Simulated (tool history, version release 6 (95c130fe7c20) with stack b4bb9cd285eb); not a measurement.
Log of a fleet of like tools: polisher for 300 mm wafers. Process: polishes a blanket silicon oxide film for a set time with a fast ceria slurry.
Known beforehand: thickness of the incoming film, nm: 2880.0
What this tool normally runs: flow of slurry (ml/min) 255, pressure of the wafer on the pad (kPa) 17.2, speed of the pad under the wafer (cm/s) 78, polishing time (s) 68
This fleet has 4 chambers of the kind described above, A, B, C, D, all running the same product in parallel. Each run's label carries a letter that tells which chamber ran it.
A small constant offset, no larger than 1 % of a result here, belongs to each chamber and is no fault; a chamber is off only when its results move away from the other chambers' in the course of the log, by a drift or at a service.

run   hour  flow of slurry (ml/min)  pressure of the wafer on the pad (kPa)  speed of the pad under the wafer (cm/s)  polishing time (s)  film removed (nm)
 1C    7.5                      255                                    17.2                                       78                  68             735.98
 2A   13.0                      255                                    17.2                                       78                  68             758.09
 3D   21.9                      255                                    17.2                                       78                  68             744.58
      30.4  -- chamber C: worn pad replaced by a new one
 4B   32.4                      255                                    17.2                                       78                  68             746.57
 5D   41.9                      255                                    17.2                                       78                  68             741.52
 6B   47.0                      255                                    17.2                                       78                  68             754.61
 7A   57.6                      255                                    17.2                                       78                  68             748.21
      66.7  -- chamber B: worn pad replaced by a new one
 8C   67.6                      255                                    17.2                                       78                  68             734.81
      69.9  -- chamber A: worn pad replaced by a new one
 9A   77.2                      255                                    17.2                                       78                  68             739.17
10D   84.1                      255                                    17.2                                       78                  68             742.56
      90.2  -- chamber D: worn pad replaced by a new one
11B   93.4                      255                                    17.2                                       78                  68             744.01
12C  101.8                      255                                    17.2                                       78                  68             738.87
     104.3  -- chamber C: worn pad replaced by a new one
13D  109.3                      255                                    17.2                                       78                  68             755.45
14C  116.6                      255                                    17.2                                       78                  68             752.57
15B  126.5                      255                                    17.2                                       78                  68             754.68
     134.5  -- chamber D: head pressure recalibrated
16A  136.5                      255                                    17.2                                       78                  68             747.56
17C  142.3                      255                                    17.2                                       78                  68             744.66
18B  148.3                      255                                    17.2                                       78                  68             753.99
19D  153.8                      255                                    17.2                                       78                  68             819.83
20A  161.8                      255                                    22.1                                       78                  68             962.46
21B  170.1                      255                                    22.1                                       78                  68             957.71
     173.6  -- chamber C: worn pad replaced by a new one
     175.7  -- chamber C: slurry nozzle cleaned
     176.1  -- chamber B: head pressure recalibrated
22A  179.9                      255                                    22.1                                       78                  68             964.92
23C  186.4                      255                                    22.1                                       78                  68             953.18
     188.6  -- chamber B: worn pad replaced by a new one
24D  196.4                      255                                    17.2                                       78                  68             813.38
25D  206.6                      255                                    17.2                                       78                  68             836.64
     207.5  -- chamber A: slurry nozzle cleaned
26B  212.4                      255                                    17.2                                       78                  68             742.28
27A  222.7                      255                                    17.2                                       78                  68             754.90
28C  229.9                      255                                    17.2                                       78                  68             746.31
     234.5  -- chamber C: head pressure recalibrated
29D  239.8                      255                                    17.2                                       78                  68             812.18
     244.2  -- chamber C: worn pad replaced by a new one
     247.7  -- chamber A: worn pad replaced by a new one
30C  248.2                      255                                    17.2                                       78                  68             748.44
31A  254.9                      255                                    17.2                                       78                  68             747.97
     260.4  -- chamber D: worn pad replaced by a new one
32B  263.0                      255                                    17.2                                       78                  68             742.97
33D  273.1                      255                                    17.2                                       78                  68             808.04
34B  280.7                      255                                    17.2                                       78                  68             733.61
35A  287.1                      255                                    14.5                                       78                  68             631.97
36C  297.8                      255                                    14.5                                       78                  68             623.73
37C  308.8                      255                                    14.5                                       78                  68             626.78
38D  316.9                      255                                    14.5                                       78                  68             694.66
39A  322.7                      255                                    17.2                                       78                  79             879.05

Decide between three cases: one chamber stands off from its peers, the gauge reading all wafers drifts, or nothing is wrong past each chamber's small offset. Where a chamber is off, say which and what most likely put it there.

The work done on chamber D during a service left it standing apart from the others.
Most likely cause: head's pressure above its setpoint, % = 9.75.

Which of the 4 candidates below, each the usual settings with something changed and its results left as question marks, puts chamber D back in line with what the other chambers give on the usual settings?
In line means no further than this from the other chambers' mean on the usual settings: film removed (nm) 24.00
40D-1  330.8                      255                                    16.5                                       74                  68                  ?
40D-2  330.8                      255                                    17.2                                       64                  68                  ?
40D-3  330.8                      260                                    20.7                                       78                  68                  ?
40D-4  330.8                      255                                    17.9                                       82                  68                  ?

Mean of the other chambers on the usual settings: film removed (nm) 747.21
  run  film removed (nm)
40D-1             743.00
40D-2             668.24
40D-3             983.35
40D-4             893.67
40D-1 is the one that brings the chamber's results back in line with the other chambers.

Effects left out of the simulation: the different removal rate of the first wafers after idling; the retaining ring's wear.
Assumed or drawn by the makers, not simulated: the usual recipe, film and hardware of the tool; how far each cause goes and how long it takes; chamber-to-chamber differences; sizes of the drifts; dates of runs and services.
